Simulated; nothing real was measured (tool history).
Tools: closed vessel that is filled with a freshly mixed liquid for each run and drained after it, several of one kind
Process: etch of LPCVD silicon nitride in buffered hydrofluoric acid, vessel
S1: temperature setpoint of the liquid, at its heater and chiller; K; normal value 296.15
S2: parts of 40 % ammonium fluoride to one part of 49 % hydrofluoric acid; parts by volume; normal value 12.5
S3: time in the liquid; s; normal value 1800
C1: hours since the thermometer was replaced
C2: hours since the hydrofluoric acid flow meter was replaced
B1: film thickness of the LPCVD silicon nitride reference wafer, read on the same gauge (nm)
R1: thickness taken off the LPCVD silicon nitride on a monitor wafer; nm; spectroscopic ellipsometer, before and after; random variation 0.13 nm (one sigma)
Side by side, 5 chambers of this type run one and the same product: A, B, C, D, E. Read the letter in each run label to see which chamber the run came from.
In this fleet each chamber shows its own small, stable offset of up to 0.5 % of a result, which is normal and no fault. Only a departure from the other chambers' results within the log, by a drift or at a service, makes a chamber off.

{"run": "1A", "hour": 7.4, "S1": 296.15, "S2": 12.5, "S3": 1800, "C1": 1631.6, "C2": 102.2, "B1": 60.017, "R1": 20.01}
{"run": "2C", "hour": 16.1, "S1": 296.15, "S2": 12.5, "S3": 1800, "C1": 1179.3, "C2": 678.6, "B1": 60.017, "R1": 20.198}
{"run": "3B", "hour": 22.7, "S1": 296.15, "S2": 12.5, "S3": 1800, "C1": 1158.1, "C2": 955.1, "B1": 60.013, "R1": 19.965}
{"run": "4D", "hour": 29.8, "S1": 296.15, "S2": 12.5, "S3": 1800, "C1": 864.2, "C2": 583.1, "B1": 60.026, "R1": 20.149}
{"run": "5E", "hour": 34.6, "S1": 298.65, "S2": 12.5, "S3": 2395, "C1": 1129.7, "C2": 1333.8, "B1": 60.023, "R1": 30.567}
{"run": "6A", "hour": 40.3, "S1": 298.65, "S2": 12.5, "S3": 2395, "C1": 1664.5, "C2": 135.1, "B1": 60.012, "R1": 30.366}
{"run": "7C", "hour": 47.9, "S1": 298.65, "S2": 12.5, "S3": 2395, "C1": 1211.1, "C2": 710.4, "B1": 59.983, "R1": 30.606}
{"run": "8E", "hour": 52.3, "S1": 298.65, "S2": 12.5, "S3": 2395, "C1": 1147.4, "C2": 1351.5, "B1": 60.013, "R1": 30.752}
{"hour": 57.0, "done": "chamber E: thermometer replaced"}
{"run": "9D", "hour": 61.5, "S1": 298.65, "S2": 12.5, "S3": 2395, "C1": 895.9, "C2": 614.8, "B1": 60.018, "R1": 30.734}
{"run": "10B", "hour": 70.0, "S1": 296.15, "S2": 12.5, "S3": 1800, "C1": 1205.4, "C2": 1002.4, "B1": 60.017, "R1": 19.976}
{"run": "11A", "hour": 77.8, "S1": 296.15, "S2": 12.5, "S3": 1800, "C1": 1702.0, "C2": 172.6, "B1": 60.028, "R1": 20.163}
{"run": "12D", "hour": 82.5, "S1": 296.15, "S2": 12.5, "S3": 1800, "C1": 916.9, "C2": 635.8, "B1": 59.997, "R1": 20.209}
{"run": "13B", "hour": 91.8, "S1": 294.65, "S2": 12.5, "S3": 1800, "C1": 1227.2, "C2": 1024.2, "B1": 59.997, "R1": 18.576}
{"run": "14E", "hour": 99.1, "S1": 294.65, "S2": 12.5, "S3": 1800, "C1": 42.2, "C2": 1398.3, "B1": 60.031, "R1": 18.435}
{"run": "15C", "hour": 105.7, "S1": 294.65, "S2": 12.5, "S3": 1800, "C1": 1268.9, "C2": 768.2, "B1": 59.977, "R1": 18.221}
{"run": "16E", "hour": 110.4, "S1": 294.65, "S2": 12.5, "S3": 1800, "C1": 53.5, "C2": 1409.6, "B1": 59.999, "R1": 18.606}
{"run": "17D", "hour": 118.8, "S1": 294.65, "S2": 12.5, "S3": 1800, "C1": 953.2, "C2": 672.1, "B1": 59.981, "R1": 18.987}
{"run": "18B", "hour": 128.2, "S1": 296.15, "S2": 12.5, "S3": 1800, "C1": 1263.6, "C2": 1060.6, "B1": 59.983, "R1": 19.904}
{"run": "19C", "hour": 137.1, "S1": 296.15, "S2": 12.5, "S3": 1800, "C1": 1300.3, "C2": 799.6, "B1": 59.992, "R1": 19.988}
{"run": "20A", "hour": 145.8, "S1": 296.15, "S2": 12.5, "S3": 2320, "C1": 1770.0, "C2": 240.6, "B1": 60.002, "R1": 25.974}
{"hour": 152.1, "done": "chamber C: hydrofluoric acid flow meter replaced"}
{"run": "21A", "hour": 154.5, "S1": 296.15, "S2": 12.5, "S3": 2320, "C1": 1778.7, "C2": 249.3, "B1": 59.988, "R1": 25.882}
{"run": "22E", "hour": 158.8, "S1": 296.15, "S2": 12.5, "S3": 2320, "C1": 101.9, "C2": 1458.0, "B1": 60.01, "R1": 26.198}
{"hour": 159.7, "done": "chamber E: hydrofluoric acid flow meter replaced"}
{"run": "23B", "hour": 164.0, "S1": 296.15, "S2": 12.5, "S3": 2320, "C1": 1299.4, "C2": 1096.4, "B1": 60.003, "R1": 25.828}
{"run": "24D", "hour": 168.5, "S1": 296.15, "S2": 12.5, "S3": 2320, "C1": 1002.9, "C2": 721.8, "B1": 60.042, "R1": 27.04}
{"run": "25C", "hour": 172.8, "S1": 296.15, "S2": 12.5, "S3": 1800, "C1": 1336.0, "C2": 20.7, "B1": 59.991, "R1": 20.067}
{"run": "26B", "hour": 179.8, "S1": 296.15, "S2": 12.5, "S3": 1800, "C1": 1315.2, "C2": 1112.2, "B1": 59.993, "R1": 19.826}
{"run": "27A", "hour": 185.6, "S1": 296.15, "S2": 12.5, "S3": 1015, "C1": 1809.8, "C2": 280.4, "B1": 60.02, "R1": 11.283}
{"run": "28E", "hour": 191.2, "S1": 296.15, "S2": 12.5, "S3": 1015, "C1": 134.3, "C2": 31.5, "B1": 59.972, "R1": 11.28}
{"run": "29C", "hour": 197.7, "S1": 296.15, "S2": 12.5, "S3": 1015, "C1": 1360.9, "C2": 45.6, "B1": 60.002, "R1": 11.317}
{"run": "30D", "hour": 202.8, "S1": 296.15, "S2": 12.5, "S3": 1015, "C1": 1037.2, "C2": 756.1, "B1": 60.025, "R1": 11.969}
{"run": "31A", "hour": 211.3, "S1": 296.15, "S2": 12.5, "S3": 1015, "C1": 1835.5, "C2": 306.1, "B1": 60.016, "R1": 11.32}
{"run": "32E", "hour": 217.3, "S1": 296.15, "S2": 12.5, "S3": 1800, "C1": 160.4, "C2": 57.6, "B1": 59.975, "R1": 20.209}
{"run": "33D", "hour": 222.6, "S1": 296.15, "S2": 12.5, "S3": 1800, "C1": 1057.0, "C2": 775.9, "B1": 59.968, "R1": 21.096}
{"run": "34C", "hour": 230.8, "S1": 296.15, "S2": 12.5, "S3": 1800, "C1": 1394.0, "C2": 78.7, "B1": 59.983, "R1": 19.877}
{"run": "35B", "hour": 238.1, "S1": 296.15, "S2": 12.5, "S3": 1800, "C1": 1373.5, "C2": 1170.5, "B1": 60.023, "R1": 20.03}
{"run": "36B", "hour": 243.2, "S1": 300.15, "S2": 12.5, "S3": 1800, "C1": 1378.6, "C2": 1175.6, "B1": 60.018, "R1": 24.754}
{"run": "37D", "hour": 248.8, "S1": 300.15, "S2": 12.5, "S3": 1800, "C1": 1083.2, "C2": 802.1, "B1": 59.994, "R1": 26.925}
{"run": "38A", "hour": 253.0, "S1": 300.15, "S2": 12.5, "S3": 1800, "C1": 1877.2, "C2": 347.8, "B1": 60.005, "R1": 24.96}
{"run": "39C", "hour": 261.7, "S1": 300.15, "S2": 12.5, "S3": 1800, "C1": 1424.9, "C2": 109.6, "B1": 60.005, "R1": 24.925}
{"run": "40E", "hour": 266.2, "S1": 300.15, "S2": 12.5, "S3": 1800, "C1": 209.3, "C2": 106.5, "B1": 60.037, "R1": 24.853}

Each of the 5 chambers runs these same settings next. Fill in every chamber's results:
{"run": "41A", "hour": 273.0, "S1": 296.15, "S2": 8.5, "S3": 1800, "R1": "?"}
{"run": "41B", "hour": 273.0, "S1": 296.15, "S2": 8.5, "S3": 1800, "R1": "?"}
{"run": "41C", "hour": 273.0, "S1": 296.15, "S2": 8.5, "S3": 1800, "R1": "?"}
{"run": "41D", "hour": 273.0, "S1": 296.15, "S2": 8.5, "S3": 1800, "R1": "?"}
{"run": "41E", "hour": 273.0, "S1": 296.15, "S2": 8.5, "S3": 1800, "R1": "?"}

run=41A R1=28.208
run=41B R1=28.646
run=41C R1=28.063
run=41D R1=30.951
run=41E R1=28.668
